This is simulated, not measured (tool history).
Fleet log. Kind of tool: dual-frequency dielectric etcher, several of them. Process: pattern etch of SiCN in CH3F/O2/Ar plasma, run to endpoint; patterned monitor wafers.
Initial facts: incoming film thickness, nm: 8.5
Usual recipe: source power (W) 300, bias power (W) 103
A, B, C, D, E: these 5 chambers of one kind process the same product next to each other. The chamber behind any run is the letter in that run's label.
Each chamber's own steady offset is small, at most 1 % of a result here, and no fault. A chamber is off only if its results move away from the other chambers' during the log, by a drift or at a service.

run   hour  source power (W)  bias power (W)  endpoint time (s)
 1D    6.4               300             103             22.123
 2C   12.5               300             103             21.738
      15.5  -- chamber A: wet clean of the chamber
 3B     17               300             103             22.252
 4E   21.1               300             103             22.014
 5A   27.4               300             103             22.095
 6B   34.4               300             103             22.111
 7E   39.7               300             103             22.141
      44.8  -- chamber C: wet clean of the chamber
 8A   46.3               300             103             21.998
 9D   52.4               300             103             22.156
10C   58.6               300             103             22.178
11B   62.3               300             103             22.112
12D     66               300             103             22.224
13C   69.9               300             103             22.286
14A   76.2               300             103             21.806
15E   81.9               250             113             22.417
16C   86.7               250             113             22.891
17B   92.6               250             113             22.951
      96.2  -- chamber D: wet clean of the chamber
18A   99.7               250             113             22.677
19D  105.1               250             113             23.632
20E  111.3               300             103             22.068
21D    118               240              85             26.939
22B  124.6               240              85             25.927
23C    130               240              85             25.744
24E  133.4               240              85             25.506
25A  137.3               240              85             25.739
26E  142.4               300             103             21.943
27B  146.7               300             103              22.15
28A  151.2               300             103             22.105
29D  155.8               300             103             22.936
30C  162.7               300             103             22.022
31C  167.4               300             103             22.142
32E  170.7               300             103             21.725
33B  174.4               300             103             21.968

For the next run the whole fleet of 5 chambers uses the same settings. Give each chamber's results:
34A  179.6               300             103                  ?
34B  179.6               300             103                  ?
34C  179.6               300             103                  ?
34D  179.6               300             103                  ?
34E  179.6               300             103                  ?

run  endpoint time (s)
34A             21.965
34B             22.548
34C             21.988
34D             22.897
34E             21.658

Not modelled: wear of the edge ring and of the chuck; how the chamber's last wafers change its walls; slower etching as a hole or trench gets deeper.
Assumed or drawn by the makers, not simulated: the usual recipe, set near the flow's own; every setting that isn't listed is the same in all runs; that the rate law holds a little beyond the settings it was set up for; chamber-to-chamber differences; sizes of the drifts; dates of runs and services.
